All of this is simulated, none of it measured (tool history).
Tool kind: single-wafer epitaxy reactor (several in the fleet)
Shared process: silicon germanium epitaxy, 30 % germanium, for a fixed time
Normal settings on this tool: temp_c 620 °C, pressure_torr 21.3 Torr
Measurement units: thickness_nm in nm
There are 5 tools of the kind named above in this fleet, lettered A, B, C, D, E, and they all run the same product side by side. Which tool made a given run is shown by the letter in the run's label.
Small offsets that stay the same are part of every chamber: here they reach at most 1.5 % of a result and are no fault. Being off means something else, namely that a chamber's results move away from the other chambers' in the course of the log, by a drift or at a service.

run   hour  temp_c  pressure_torr  hours since the last pyrometer calibration  hours since the last manometer calibration  read-back reference wafer on the same gauge, thickness_nm  thickness_nm
 1B    5.9     620           21.3                                       305.9                                      1745.2                                                     75.848        87.577
 2C   11.4     620           21.3                                       371.9                                       162.4                                                     75.884        86.127
 3E   16.3     620           21.3                                      1335.1                                       851.8                                                     75.915        87.205
 4D   23.0     620           21.3                                      1684.2                                      2026.7                                                     75.971        86.131
 5A   28.4     620           21.3                                      1794.2                                       795.8                                                     75.856        86.265
 6C   32.0     620           21.3                                       392.5                                       183.0                                                     75.821        86.609
 7A   40.0     608           17.5                                      1805.8                                       807.4                                                     75.914        64.415
 8D   45.0     608           17.5                                      1706.2                                      2048.7                                                     75.838        64.215
 9E   52.1     608           17.5                                      1370.9                                       887.6                                                     75.867        65.255
10B   56.1     608           17.5                                       356.1                                      1795.4                                                     76.003        65.621
11B   63.6     608           17.5                                       363.6                                      1802.9                                                     75.909        64.780
12A   71.1     628           25.9                                      1836.9                                       838.5                                                     75.893       106.580
13C   77.1     628           25.9                                       437.6                                       228.1                                                     75.949       106.960
14D   81.0     628           25.9                                      1742.2                                      2084.7                                                     75.892       108.000
      85.4  -- chamber A: capacitance manometer re-zeroed and calibrated
15E   85.7     628           25.9                                      1404.5                                       921.2                                                     75.891       109.120
16E   90.2     628           25.9                                      1409.0                                       925.7                                                     75.876       108.440
17B   95.5     620           23.0                                       395.5                                      1834.8                                                     75.922        89.420
18D   99.9     620           23.0                                      1761.1                                      2103.6                                                     75.896        88.784
19C  106.9     620           23.0                                       467.4                                       257.9                                                     75.890        89.763
20A  114.4     620           23.0                                      1880.2                                        29.0                                                     75.935        88.905
21A  119.5     620           23.0                                      1885.3                                        34.1                                                     75.870        88.443
22C  126.9     620           21.3                                       487.4                                       277.9                                                     75.945        86.210
23B  131.5     632           19.1                                       431.5                                      1870.8                                                     75.842       100.660
24E  135.8     632           19.1                                      1454.6                                       971.3                                                     75.868       102.390
     138.7  -- chamber D: pyrometer calibrated
25D  139.6     632           19.1                                         0.9                                      2143.3                                                     75.962       101.640
26B  146.7     632           19.1                                       446.7                                      1886.0                                                     75.883       100.480
27C  154.0     632           19.1                                       514.5                                       305.0                                                     75.841       101.010
28A  158.2     620           21.3                                      1924.0                                        72.8                                                     75.902        86.364
29D  163.8     620           21.3                                        25.1                                      2167.5                                                     75.867        86.295
30E  171.0     620           21.3                                      1489.8                                      1006.5                                                     75.884        87.536
31B  175.1     627           26.3                                       475.1                                      1914.4                                                     75.932       104.310
32E  182.6     627           26.3                                      1501.4                                      1018.1                                                     75.909       107.340
33D  188.5     627           26.3                                        49.8                                      2192.2                                                     75.885       106.360
34A  192.0     627           26.3                                      1957.8                                       106.6                                                     75.879       105.860
35C  197.9     627           26.3                                       558.4                                       348.9                                                     75.859       106.860
36C  204.6     620           21.3                                       565.1                                       355.6                                                     75.907        86.310
37A  208.8     620           21.3                                      1974.6                                       123.4                                                     75.912        85.948

Which is it: a chamber that has drifted or been left off by a service, a gauge drift common to all chambers, or only each chamber's usual small offset? If a chamber is off, name it and its likeliest cause.

Chamber B drifts away from the others.
Most likely cause: wafer temperature below the value expected at the setpoint (K) = 2.32.
The log might look much the same if the cause were instead: true pressure below the setpoint (%).

Here are 4 candidates for chamber B's next run, each the usual settings with a change, their results left as question marks. Which one brings its results back in line with what the others give on the usual settings?
In line here means within this much of the mean the other chambers give on the usual settings: thickness_nm 1.000 nm
38B-1  214.5     617           21.3                                                                                                                                                                ?
38B-2  214.5     620           22.7                                                                                                                                                                ?
38B-3  214.5     620           19.9                                                                                                                                                                ?
38B-4  214.5     623           21.3                                                                                                                                                                ?

Usual-settings mean across the other chambers: thickness_nm 86.534 nm
  run  thickness_nm
38B-1        80.071
38B-2        86.555
38B-3        82.110
38B-4        88.882
With 38B-2, the chamber falls back in line with the rest.
